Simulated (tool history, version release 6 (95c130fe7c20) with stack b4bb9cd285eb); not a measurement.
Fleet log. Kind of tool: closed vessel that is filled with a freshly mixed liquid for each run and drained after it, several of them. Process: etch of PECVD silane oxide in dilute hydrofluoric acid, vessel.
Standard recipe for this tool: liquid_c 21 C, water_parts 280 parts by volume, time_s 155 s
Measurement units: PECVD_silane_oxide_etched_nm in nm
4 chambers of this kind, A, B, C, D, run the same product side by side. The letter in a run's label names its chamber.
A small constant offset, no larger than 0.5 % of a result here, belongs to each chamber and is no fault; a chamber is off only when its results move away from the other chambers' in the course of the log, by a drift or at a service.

| run | day | liquid_c | water_parts | time_s | hours since the thermometer was replaced | hours since the hydrofluoric acid flow meter was replaced | read-back film thickness of the PECVD silane oxide reference wafer, read on the same gauge (nm) | PECVD_silane_oxide_etched_nm |
|---|---|---|---|---|---|---|---|---|
| 1A | 0.217 | 21 | 280 | 155 | 246.8 | 1149.3 | 89.983 | 15.921 |
| 2D | 0.504 | 21 | 280 | 155 | 657.8 | 263.3 | 90.02 | 15.976 |
| 3B | 0.688 | 21 | 280 | 155 | 336.1 | 457.5 | 89.994 | 15.848 |
| 4C | 0.904 | 21 | 280 | 155 | 780.1 | 336.1 | 90.006 | 15.81 |
| 5A | 1.146 | 21 | 280 | 155 | 269.1 | 1171.6 | 90.022 | 15.965 |
| 6C | 1.308 | 21 | 280 | 155 | 789.8 | 345.8 | 90.005 | 15.882 |
| 7B | 1.533 | 21 | 280 | 155 | 356.4 | 477.8 | 90.004 | 15.683 |
| 8D | 1.704 | 21 | 280 | 155 | 686.6 | 292.1 | 89.985 | 15.965 |
| 9B | 1.904 | 21 | 280 | 155 | 365.3 | 486.7 | 90.049 | 15.861 |
| 10A | 2.142 | 21 | 280 | 155 | 293 | 1195.5 | 89.979 | 15.924 |
| 11C | 2.417 | 21 | 280 | 155 | 816.4 | 372.4 | 89.994 | 15.982 |
|  | 2.583 | chamber B: hydrofluoric acid flow meter replaced |
| 12D | 2.65 | 21 | 280 | 240 | 709.3 | 314.8 | 89.976 | 24.464 |
| 13A | 2.938 | 21 | 280 | 240 | 312.1 | 1214.6 | 89.984 | 24.753 |
| 14C | 3.221 | 21 | 280 | 240 | 835.7 | 391.7 | 89.992 | 24.878 |
| 15B | 3.517 | 21 | 280 | 240 | 404 | 22.5 | 89.998 | 24.944 |
| 16D | 3.708 | 21 | 280 | 155 | 734.7 | 340.2 | 90.009 | 16.019 |
| 17D | 3.962 | 21 | 280 | 155 | 740.8 | 346.3 | 89.99 | 15.938 |
| 18A | 4.188 | 21 | 280 | 155 | 342.1 | 1244.6 | 90.015 | 15.806 |
|  | 4.196 | chamber C: hydrofluoric acid flow meter replaced |
| 19C | 4.4 | 21 | 280 | 155 | 864 | 5 | 90.001 | 15.979 |
| 20B | 4.621 | 21 | 280 | 155 | 430.5 | 49 | 90.019 | 16.084 |
| 21A | 4.762 | 21 | 280 | 155 | 355.9 | 1258.4 | 89.972 | 16.001 |
| 22C | 5.025 | 21 | 280 | 155 | 879 | 20 | 89.991 | 15.99 |
| 23D | 5.238 | 21 | 280 | 155 | 771.4 | 376.9 | 90.001 | 15.921 |
| 24B | 5.383 | 21 | 160 | 155 | 448.8 | 67.3 | 89.968 | 31.195 |
| 25B | 5.608 | 21 | 160 | 155 | 454.2 | 72.7 | 89.994 | 31.581 |
| 26C | 5.854 | 21 | 160 | 155 | 898.9 | 39.9 | 90.044 | 31.951 |
| 27A | 6.017 | 21 | 160 | 155 | 386 | 1288.5 | 89.994 | 31.332 |
| 28D | 6.146 | 21 | 280 | 155 | 793.2 | 398.7 | 89.992 | 15.996 |
| 29A | 6.35 | 21 | 150 | 155 | 394 | 1296.5 | 89.993 | 33.849 |
| 30C | 6.65 | 21 | 150 | 155 | 918 | 59 | 90.011 | 34.296 |

Is one chamber out of step, is the gauge drifting, or do the chambers differ by no more than their own small offsets? For an off chamber, give its letter and the likeliest cause.

No chamber stands off beyond its own small offset, and the gauge holds steady.

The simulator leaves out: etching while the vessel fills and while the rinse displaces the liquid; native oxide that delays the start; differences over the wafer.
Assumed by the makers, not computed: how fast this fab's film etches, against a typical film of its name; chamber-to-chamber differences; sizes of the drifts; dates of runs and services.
